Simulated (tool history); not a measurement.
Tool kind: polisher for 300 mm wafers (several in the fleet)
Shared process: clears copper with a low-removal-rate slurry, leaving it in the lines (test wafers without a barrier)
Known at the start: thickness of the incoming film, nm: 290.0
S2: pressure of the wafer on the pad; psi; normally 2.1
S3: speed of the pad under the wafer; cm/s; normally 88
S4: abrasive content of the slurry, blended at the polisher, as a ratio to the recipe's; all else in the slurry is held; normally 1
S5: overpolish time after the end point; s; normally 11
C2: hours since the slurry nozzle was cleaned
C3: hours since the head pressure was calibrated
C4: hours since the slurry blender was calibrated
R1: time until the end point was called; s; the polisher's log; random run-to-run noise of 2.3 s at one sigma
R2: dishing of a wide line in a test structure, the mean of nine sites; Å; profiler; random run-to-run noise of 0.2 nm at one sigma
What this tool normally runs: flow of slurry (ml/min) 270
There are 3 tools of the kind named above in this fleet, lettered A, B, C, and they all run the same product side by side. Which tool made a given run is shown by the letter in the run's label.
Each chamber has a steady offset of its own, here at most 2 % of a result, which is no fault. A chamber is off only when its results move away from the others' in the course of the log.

{"run": "1A", "hour": 5.3, "flow of slurry (ml/min)": 270, "S2": 2.1, "S3": 88, "S4": 1, "S5": 11, "wafers polished on this pad": 268, "C2": 601.7, "C3": 801.5, "C4": 29.7, "R1": 135.95, "R2": 166.78}
{"run": "2C", "hour": 9.7, "flow of slurry (ml/min)": 270, "S2": 2.1, "S3": 88, "S4": 1, "S5": 11, "wafers polished on this pad": 121, "C2": 74.7, "C3": 221, "C4": 97.5, "R1": 142.21, "R2": 169.58}
{"run": "3B", "hour": 15.1, "flow of slurry (ml/min)": 270, "S2": 2.1, "S3": 88, "S4": 1, "S5": 11, "wafers polished on this pad": 285, "C2": 83.9, "C3": 184.9, "C4": 96.4, "R1": 137.96, "R2": 163.76}
{"run": "4C", "hour": 20.7, "flow of slurry (ml/min)": 270, "S2": 2.1, "S3": 88, "S4": 1, "S5": 11, "wafers polished on this pad": 170, "C2": 85.7, "C3": 232, "C4": 108.5, "R1": 139.37, "R2": 164.35}
{"run": "5B", "hour": 24.0, "flow of slurry (ml/min)": 270, "S2": 2.1, "S3": 88, "S4": 1, "S5": 11, "wafers polished on this pad": 325, "C2": 92.8, "C3": 193.8, "C4": 105.3, "R1": 132.67, "R2": 163.6}
{"run": "6A", "hour": 27.2, "flow of slurry (ml/min)": 270, "S2": 2.1, "S3": 88, "S4": 1, "S5": 11, "wafers polished on this pad": 366, "C2": 623.6, "C3": 823.4, "C4": 51.6, "R1": 135.9, "R2": 167.56}
{"run": "7A", "hour": 31.4, "flow of slurry (ml/min)": 270, "S2": 2.1, "S3": 88, "S4": 1, "S5": 11, "wafers polished on this pad": 385, "C2": 627.8, "C3": 827.6, "C4": 55.8, "R1": 137.29, "R2": 163.42}
{"run": "8B", "hour": 36.4, "flow of slurry (ml/min)": 270, "S2": 2.1, "S3": 88, "S4": 1, "S5": 11, "wafers polished on this pad": 380, "C2": 105.2, "C3": 206.2, "C4": 117.7, "R1": 135.57, "R2": 163.07}
{"hour": 39.7, "done": "chamber B: slurry blender recalibrated"}
{"run": "9C", "hour": 41.3, "flow of slurry (ml/min)": 270, "S2": 2.1, "S3": 88, "S4": 1, "S5": 11, "wafers polished on this pad": 263, "C2": 106.3, "C3": 252.6, "C4": 129.1, "R1": 136.49, "R2": 167.94}
{"run": "10A", "hour": 44.2, "flow of slurry (ml/min)": 270, "S2": 2.1, "S3": 88, "S4": 1, "S5": 11, "wafers polished on this pad": 442, "C2": 640.6, "C3": 840.4, "C4": 68.6, "R1": 141.05, "R2": 164.08}
{"run": "11B", "hour": 47.5, "flow of slurry (ml/min)": 270, "S2": 2.1, "S3": 88, "S4": 1, "S5": 11, "wafers polished on this pad": 430, "C2": 116.3, "C3": 217.3, "C4": 7.8, "R1": 135.67, "R2": 161.81}
{"run": "12C", "hour": 50.5, "flow of slurry (ml/min)": 270, "S2": 2.1, "S3": 88, "S4": 1, "S5": 11, "wafers polished on this pad": 304, "C2": 115.5, "C3": 261.8, "C4": 138.3, "R1": 136.53, "R2": 166.03}
{"run": "13B", "hour": 54.1, "flow of slurry (ml/min)": 270, "S2": 2.1, "S3": 88, "S4": 1, "S5": 11, "wafers polished on this pad": 460, "C2": 122.9, "C3": 223.9, "C4": 14.4, "R1": 134.37, "R2": 161.16}
{"run": "14A", "hour": 59.4, "flow of slurry (ml/min)": 300, "S2": 2.1, "S3": 88, "S4": 1, "S5": 11, "wafers polished on this pad": 510, "C2": 655.8, "C3": 855.6, "C4": 83.8, "R1": 141.45, "R2": 163.78}
{"run": "15C", "hour": 62.5, "flow of slurry (ml/min)": 300, "S2": 2.1, "S3": 88, "S4": 1, "S5": 11, "wafers polished on this pad": 358, "C2": 127.5, "C3": 273.8, "C4": 150.3, "R1": 130.31, "R2": 170.38}
{"run": "16B", "hour": 67.5, "flow of slurry (ml/min)": 300, "S2": 2.1, "S3": 88, "S4": 1, "S5": 11, "wafers polished on this pad": 520, "C2": 136.3, "C3": 237.3, "C4": 27.8, "R1": 131.67, "R2": 167.46}
{"hour": 69.7, "done": "chamber A: slurry nozzle cleaned"}
{"run": "17A", "hour": 70.4, "flow of slurry (ml/min)": 270, "S2": 2.1, "S3": 88, "S4": 1, "S5": 11, "wafers polished on this pad": 560, "C2": 0.7, "C3": 866.6, "C4": 94.8, "R1": 145.6, "R2": 159.23}
{"run": "18C", "hour": 75.1, "flow of slurry (ml/min)": 270, "S2": 2.1, "S3": 88, "S4": 1, "S5": 11, "wafers polished on this pad": 414, "C2": 140.1, "C3": 286.4, "C4": 162.9, "R1": 135.62, "R2": 164}
{"run": "19B", "hour": 79.3, "flow of slurry (ml/min)": 345, "S2": 2.1, "S3": 100, "S4": 1, "S5": 11, "wafers polished on this pad": 573, "C2": 148.1, "C3": 249.1, "C4": 39.6, "R1": 114.93, "R2": 187.63}
{"run": "20C", "hour": 82.9, "flow of slurry (ml/min)": 345, "S2": 2.1, "S3": 100, "S4": 1, "S5": 11, "wafers polished on this pad": 449, "C2": 147.9, "C3": 294.2, "C4": 170.7, "R1": 118.15, "R2": 191.12}
{"run": "21A", "hour": 88.3, "flow of slurry (ml/min)": 345, "S2": 2.1, "S3": 100, "S4": 1, "S5": 11, "wafers polished on this pad": 640, "C2": 18.6, "C3": 884.5, "C4": 112.7, "R1": 125.55, "R2": 177.35}
{"run": "22A", "hour": 93.4, "flow of slurry (ml/min)": 270, "S2": 2.1, "S3": 88, "S4": 1, "S5": 11, "wafers polished on this pad": 663, "C2": 23.7, "C3": 889.6, "C4": 117.8, "R1": 145.95, "R2": 157.86}
{"run": "23C", "hour": 97.5, "flow of slurry (ml/min)": 270, "S2": 2.1, "S3": 88, "S4": 1, "S5": 11, "wafers polished on this pad": 515, "C2": 162.5, "C3": 308.8, "C4": 185.3, "R1": 138.68, "R2": 166.19}
{"run": "24B", "hour": 101.4, "flow of slurry (ml/min)": 270, "S2": 2.1, "S3": 88, "S4": 1, "S5": 11, "wafers polished on this pad": 672, "C2": 170.2, "C3": 271.2, "C4": 61.7, "R1": 132.75, "R2": 161.34}
{"run": "25A", "hour": 104.8, "flow of slurry (ml/min)": 270, "S2": 2.1, "S3": 88, "S4": 1, "S5": 11, "wafers polished on this pad": 714, "C2": 35.1, "C3": 901, "C4": 129.2, "R1": 142.44, "R2": 155.35}
{"run": "26B", "hour": 109.6, "flow of slurry (ml/min)": 270, "S2": 2.1, "S3": 88, "S4": 1, "S5": 11, "wafers polished on this pad": 709, "C2": 178.4, "C3": 279.4, "C4": 69.9, "R1": 134.79, "R2": 161.1}

Decide between three cases: one chamber stands off from its peers, the gauge reading all wafers drifts, or nothing is wrong past each chamber's small offset. Where a chamber is off, say which and what most likely put it there.

One chamber, A, drifts off from the rest bit by bit.
Likeliest cause: head's pressure below its setpoint, % = 8.99.
From this log alone, it may not be told apart from: removal rate lost through wear of the pad, %; abrasive missing from the slurry, %.

Chamber A could run next with any of the 4 candidate recipes listed below; each alters the usual settings, and their results appear as question marks. Which one brings its results back in line with what the other chambers deliver on the usual settings?
To be in line, a result may differ from the other chambers' mean on the usual settings by at most: R1 8.2 s; R2 6.9 Å
{"run": "27A-1", "hour": 113.7, "flow of slurry (ml/min)": 270, "S2": 2.2, "S3": 92, "S4": 1, "S5": 11, "R1": "?", "R2": "?"}
{"run": "27A-2", "hour": 113.7, "flow of slurry (ml/min)": 270, "S2": 2, "S3": 84, "S4": 1, "S5": 11, "R1": "?", "R2": "?"}
{"run": "27A-3", "hour": 113.7, "flow of slurry (ml/min)": 270, "S2": 1.9, "S3": 82, "S4": 1, "S5": 11, "R1": "?", "R2": "?"}
{"run": "27A-4", "hour": 113.7, "flow of slurry (ml/min)": 275, "S2": 2.3, "S3": 96, "S4": 1, "S5": 11, "R1": "?", "R2": "?"}

Other chambers, usual settings, mean: R1 137.01 s; R2 163.95 Å
run=27A-1 R1=135.2 R2=165.23
run=27A-2 R1=162.99 R2=139.4
run=27A-3 R1=175.86 R2=129.95
run=27A-4 R1=123.68 R2=178.99
Change 27A-1 lands the chamber within the allowed miss of the other chambers.

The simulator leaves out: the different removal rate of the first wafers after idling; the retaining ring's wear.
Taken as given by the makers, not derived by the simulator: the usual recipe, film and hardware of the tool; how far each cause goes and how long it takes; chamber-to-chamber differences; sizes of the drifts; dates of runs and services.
